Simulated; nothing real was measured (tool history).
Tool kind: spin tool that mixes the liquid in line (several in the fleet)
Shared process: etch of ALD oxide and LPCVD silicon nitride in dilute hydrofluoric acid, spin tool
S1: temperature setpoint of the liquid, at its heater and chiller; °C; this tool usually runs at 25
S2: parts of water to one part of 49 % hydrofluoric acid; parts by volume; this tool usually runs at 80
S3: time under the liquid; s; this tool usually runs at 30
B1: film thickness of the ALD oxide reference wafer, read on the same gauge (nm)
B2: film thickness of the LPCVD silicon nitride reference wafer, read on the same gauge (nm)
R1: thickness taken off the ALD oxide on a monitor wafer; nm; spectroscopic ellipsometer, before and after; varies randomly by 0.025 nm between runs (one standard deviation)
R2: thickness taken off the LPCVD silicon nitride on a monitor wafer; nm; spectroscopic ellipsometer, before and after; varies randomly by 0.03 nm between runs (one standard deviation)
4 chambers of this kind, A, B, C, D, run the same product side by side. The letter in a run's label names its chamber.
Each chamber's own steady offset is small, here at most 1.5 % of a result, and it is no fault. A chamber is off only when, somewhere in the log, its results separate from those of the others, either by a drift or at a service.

run,hour,S1,S2,S3,B1,B2,R1,R2
1A,10.2,25,80,30,99.999,139.94,5.7888,0.18276
2C,15.8,25,80,30,99.977,140.01,5.8099,0.19345
3B,23.1,25,80,30,99.947,140.06,5.7838,0.15423
4D,33.6,25,80,30,100.030,139.99,5.8271,0.15865
5B,39.1,25,80,30,100.020,140.02,5.7796,0.21214
# hour 45.6: chamber B: thermometer replaced
6A,51.3,25,80,30,100.000,140.02,5.8162,0.18610
7D,58.7,25,80,30,100.010,139.96,5.7790,0.18913
8C,65.0,25,80,30,99.961,139.98,5.8030,0.23210
# hour 72.7: chamber C: thermometer replaced
9B,75.3,25,80,30,99.976,140.01,5.7584,0.21702
10D,81.5,25,80,30,100.010,139.99,5.8135,0.14035
# hour 82.8: chamber D: hydrofluoric acid flow meter replaced
# hour 90.5: chamber A: thermometer replaced
11C,91.0,25,80,30,100.020,139.99,5.8258,0.19198
12A,101.6,25,80,30,100.020,140.00,5.8235,0.27468
13A,111.0,25,80,30,99.970,140.00,5.8080,0.21233
14B,123.7,25,80,30,100.030,139.98,5.8351,0.14501
15D,132.7,25,80,30,100.010,140.04,5.8735,0.21716
16C,141.7,25,80,30,100.020,139.99,5.8159,0.20001
17B,154.1,25,80,45,99.978,139.99,8.6633,0.36401
# hour 160.0: chamber C: hydrofluoric acid flow meter replaced
18A,160.8,25,80,45,99.981,140.02,8.6631,0.21452
19D,167.0,25,80,45,100.030,140.03,8.6778,0.25215
20C,176.9,25,80,45,100.000,140.01,8.6263,0.25477
21C,184.5,25,80,30,100.020,140.01,5.7972,0.19456
22B,191.7,25,80,30,99.983,140.00,5.7726,0.16496
23D,204.1,25,80,30,99.995,140.03,5.8067,0.16545
24A,209.9,25,80,30,100.020,140.00,5.7701,0.17787
25D,218.7,25,80,30,99.993,140.03,5.8614,0.25502
26B,226.5,25,80,30,99.989,139.95,5.7951,0.18773
27C,238.6,25,80,30,100.020,140.01,5.8172,0.12211
28A,251.0,25,80,30,99.948,139.98,5.7966,0.22589
29A,261.7,25,80,30,99.942,139.98,5.8101,0.22714
# hour 262.6: chamber B: hydrofluoric acid flow meter replaced
30D,274.3,25,80,30,99.967,140.01,5.8224,0.17909
31C,284.4,25,80,30,99.955,140.01,5.8375,0.18487
32B,292.9,25,80,30,100.050,140.02,5.7671,0.20873
33B,302.9,25,80,30,100.010,139.99,5.8000,0.20969
34C,315.4,25,80,30,99.972,140.01,5.8240,0.13099

Does one chamber stand apart from the rest, does the shared gauge drift, or is all well apart from small per-chamber offsets? Give the chamber and the most likely cause, where there is one.

The fleet is healthy, with each chamber sitting at its usual small offset and no drift in the gauge.

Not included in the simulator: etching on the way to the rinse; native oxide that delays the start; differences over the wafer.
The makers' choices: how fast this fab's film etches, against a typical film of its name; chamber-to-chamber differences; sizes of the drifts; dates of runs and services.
